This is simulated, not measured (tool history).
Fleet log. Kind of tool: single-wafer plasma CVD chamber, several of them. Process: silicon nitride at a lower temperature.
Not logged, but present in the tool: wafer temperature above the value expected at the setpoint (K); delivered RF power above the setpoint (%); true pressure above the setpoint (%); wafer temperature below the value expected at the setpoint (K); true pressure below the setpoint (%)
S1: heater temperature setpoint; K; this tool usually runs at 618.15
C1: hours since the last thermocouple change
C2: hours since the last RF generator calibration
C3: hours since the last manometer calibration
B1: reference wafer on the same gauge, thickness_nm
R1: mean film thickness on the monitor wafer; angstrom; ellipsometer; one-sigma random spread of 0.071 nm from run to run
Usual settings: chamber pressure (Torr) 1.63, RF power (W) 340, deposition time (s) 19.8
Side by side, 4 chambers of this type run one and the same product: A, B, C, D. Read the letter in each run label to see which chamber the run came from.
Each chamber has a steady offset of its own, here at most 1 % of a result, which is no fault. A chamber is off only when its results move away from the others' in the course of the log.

run 1B hour=9.0 | S1=618.15 chamber_pressure_(Torr)=1.63 RF_power_(W)=340 deposition_time_(s)=19.8 | C1=249.7 C2=925.4 C3=848.9 | B1=22.094 | R1=255.06
run 2C hour=16.9 | S1=618.15 chamber_pressure_(Torr)=1.63 RF_power_(W)=340 deposition_time_(s)=19.8 | C1=760.8 C2=1359.4 C3=928.9 | B1=22.081 | R1=255.01
run 3A hour=24.9 | S1=618.15 chamber_pressure_(Torr)=1.63 RF_power_(W)=340 deposition_time_(s)=19.8 | C1=121.0 C2=333.3 C3=2045.1 | B1=22.103 | R1=254.34
run 4D hour=32.0 | S1=618.15 chamber_pressure_(Torr)=1.63 RF_power_(W)=340 deposition_time_(s)=19.8 | C1=731.4 C2=1554.8 C3=1880.3 | B1=22.123 | R1=252.96
run 5C hour=40.2 | S1=618.15 chamber_pressure_(Torr)=1.63 RF_power_(W)=340 deposition_time_(s)=19.8 | C1=784.1 C2=1382.7 C3=952.2 | B1=22.103 | R1=255.24
run 6A hour=51.7 | S1=618.15 chamber_pressure_(Torr)=1.63 RF_power_(W)=340 deposition_time_(s)=19.8 | C1=147.8 C2=360.1 C3=2071.9 | B1=22.111 | R1=254.90
run 7D hour=62.4 | S1=618.15 chamber_pressure_(Torr)=1.63 RF_power_(W)=340 deposition_time_(s)=19.8 | C1=761.8 C2=1585.2 C3=1910.7 | B1=22.092 | R1=253.08
run 8B hour=72.8 | S1=618.15 chamber_pressure_(Torr)=1.63 RF_power_(W)=340 deposition_time_(s)=19.8 | C1=313.5 C2=989.2 C3=912.7 | B1=22.104 | R1=255.81
run 9D hour=88.5 | S1=618.15 chamber_pressure_(Torr)=1.63 RF_power_(W)=340 deposition_time_(s)=19.8 | C1=787.9 C2=1611.3 C3=1936.8 | B1=22.113 | R1=253.44
run 10C hour=104.0 | S1=618.15 chamber_pressure_(Torr)=1.63 RF_power_(W)=340 deposition_time_(s)=19.8 | C1=847.9 C2=1446.5 C3=1016.0 | B1=22.109 | R1=255.49
run 11B hour=116.8 | S1=618.15 chamber_pressure_(Torr)=1.63 RF_power_(W)=340 deposition_time_(s)=19.8 | C1=357.5 C2=1033.2 C3=956.7 | B1=22.097 | R1=255.00
run 12A hour=123.7 | S1=618.15 chamber_pressure_(Torr)=1.63 RF_power_(W)=340 deposition_time_(s)=19.8 | C1=219.8 C2=432.1 C3=2143.9 | B1=22.109 | R1=254.56
run 13D hour=139.2 | S1=618.15 chamber_pressure_(Torr)=1.63 RF_power_(W)=340 deposition_time_(s)=19.8 | C1=838.6 C2=1662.0 C3=1987.5 | B1=22.096 | R1=253.08
run 14C hour=148.6 | S1=618.15 chamber_pressure_(Torr)=1.63 RF_power_(W)=340 deposition_time_(s)=19.8 | C1=892.5 C2=1491.1 C3=1060.6 | B1=22.114 | R1=255.30
run 15B hour=163.9 | S1=618.15 chamber_pressure_(Torr)=1.63 RF_power_(W)=340 deposition_time_(s)=19.8 | C1=404.6 C2=1080.3 C3=1003.8 | B1=22.098 | R1=256.27
-- hour=164.7 chamber D: capacitance manometer re-zeroed and calibrated
run 16A hour=177.3 | S1=618.15 chamber_pressure_(Torr)=1.63 RF_power_(W)=400 deposition_time_(s)=19.8 | C1=273.4 C2=485.7 C3=2197.5 | B1=22.106 | R1=281.82
run 17B hour=188.1 | S1=618.15 chamber_pressure_(Torr)=1.63 RF_power_(W)=400 deposition_time_(s)=19.8 | C1=428.8 C2=1104.5 C3=1028.0 | B1=22.114 | R1=281.56
run 18C hour=202.1 | S1=618.15 chamber_pressure_(Torr)=1.63 RF_power_(W)=400 deposition_time_(s)=19.8 | C1=946.0 C2=1544.6 C3=1114.1 | B1=22.119 | R1=282.59
run 19A hour=214.8 | S1=618.15 chamber_pressure_(Torr)=1.63 RF_power_(W)=400 deposition_time_(s)=19.8 | C1=310.9 C2=523.2 C3=2235.0 | B1=22.095 | R1=281.78
run 20D hour=226.9 | S1=618.15 chamber_pressure_(Torr)=1.63 RF_power_(W)=340 deposition_time_(s)=19.8 | C1=926.3 C2=1749.7 C3=62.2 | B1=22.095 | R1=253.46
run 21A hour=238.2 | S1=629.15 chamber_pressure_(Torr)=1.63 RF_power_(W)=340 deposition_time_(s)=18.0 | C1=334.3 C2=546.6 C3=2258.4 | B1=22.110 | R1=230.80
run 22D hour=253.0 | S1=629.15 chamber_pressure_(Torr)=1.63 RF_power_(W)=340 deposition_time_(s)=18.0 | C1=952.4 C2=1775.8 C3=88.3 | B1=22.090 | R1=228.53
run 23C hour=265.2 | S1=629.15 chamber_pressure_(Torr)=1.63 RF_power_(W)=340 deposition_time_(s)=18.0 | C1=1009.1 C2=1607.7 C3=1177.2 | B1=22.091 | R1=231.56
run 24B hour=272.1 | S1=629.15 chamber_pressure_(Torr)=1.63 RF_power_(W)=340 deposition_time_(s)=18.0 | C1=512.8 C2=1188.5 C3=1112.0 | B1=22.113 | R1=231.97
run 25C hour=286.0 | S1=618.15 chamber_pressure_(Torr)=1.63 RF_power_(W)=340 deposition_time_(s)=19.8 | C1=1029.9 C2=1628.5 C3=1198.0 | B1=22.095 | R1=255.46
run 26B hour=298.5 | S1=618.15 chamber_pressure_(Torr)=1.63 RF_power_(W)=340 deposition_time_(s)=19.8 | C1=539.2 C2=1214.9 C3=1138.4 | B1=22.113 | R1=255.38
run 27A hour=306.8 | S1=618.15 chamber_pressure_(Torr)=1.63 RF_power_(W)=365 deposition_time_(s)=19.8 | C1=402.9 C2=615.2 C3=2327.0 | B1=22.085 | R1=265.96
run 28D hour=315.9 | S1=618.15 chamber_pressure_(Torr)=1.63 RF_power_(W)=365 deposition_time_(s)=19.8 | C1=1015.3 C2=1838.7 C3=151.2 | B1=22.108 | R1=264.78
run 29D hour=326.7 | S1=618.15 chamber_pressure_(Torr)=1.63 RF_power_(W)=365 deposition_time_(s)=19.8 | C1=1026.1 C2=1849.5 C3=162.0 | B1=22.098 | R1=264.89
run 30B hour=338.6 | S1=618.15 chamber_pressure_(Torr)=1.63 RF_power_(W)=365 deposition_time_(s)=19.8 | C1=579.3 C2=1255.0 C3=1178.5 | B1=22.103 | R1=267.43
run 31A hour=348.2 | S1=618.15 chamber_pressure_(Torr)=1.63 RF_power_(W)=340 deposition_time_(s)=19.8 | C1=444.3 C2=656.6 C3=2368.4 | B1=22.112 | R1=254.39
run 32C hour=358.5 | S1=618.15 chamber_pressure_(Torr)=1.63 RF_power_(W)=340 deposition_time_(s)=19.8 | C1=1102.4 C2=1701.0 C3=1270.5 | B1=22.096 | R1=255.39
run 33C hour=373.7 | S1=618.15 chamber_pressure_(Torr)=1.63 RF_power_(W)=340 deposition_time_(s)=19.8 | C1=1117.6 C2=1716.2 C3=1285.7 | B1=22.089 | R1=256.79
run 34A hour=387.8 | S1=618.15 chamber_pressure_(Torr)=1.63 RF_power_(W)=340 deposition_time_(s)=19.8 | C1=483.9 C2=696.2 C3=2408.0 | B1=22.088 | R1=255.26
run 35B hour=402.4 | S1=618.15 chamber_pressure_(Torr)=1.63 RF_power_(W)=340 deposition_time_(s)=19.8 | C1=643.1 C2=1318.8 C3=1242.3 | B1=22.106 | R1=256.95
run 36D hour=412.7 | S1=618.15 chamber_pressure_(Torr)=1.63 RF_power_(W)=340 deposition_time_(s)=19.8 | C1=1112.1 C2=1935.5 C3=248.0 | B1=22.102 | R1=252.59
run 37B hour=424.2 | S1=618.15 chamber_pressure_(Torr)=1.63 RF_power_(W)=340 deposition_time_(s)=19.8 | C1=664.9 C2=1340.6 C3=1264.1 | B1=22.119 | R1=256.17
-- hour=427.7 chamber D: RF generator calibrated
run 38D hour=432.9 | S1=618.15 chamber_pressure_(Torr)=1.63 RF_power_(W)=340 deposition_time_(s)=19.8 | C1=1132.3 C2=5.2 C3=268.2 | B1=22.090 | R1=252.11

Decide between three cases: one chamber stands off from its peers, the gauge reading all wafers drifts, or nothing is wrong past each chamber's small offset. Where a chamber is off, say which and what most likely put it there.

Neither any chamber nor the gauge drifts; the chambers differ only by their own small, steady offsets.
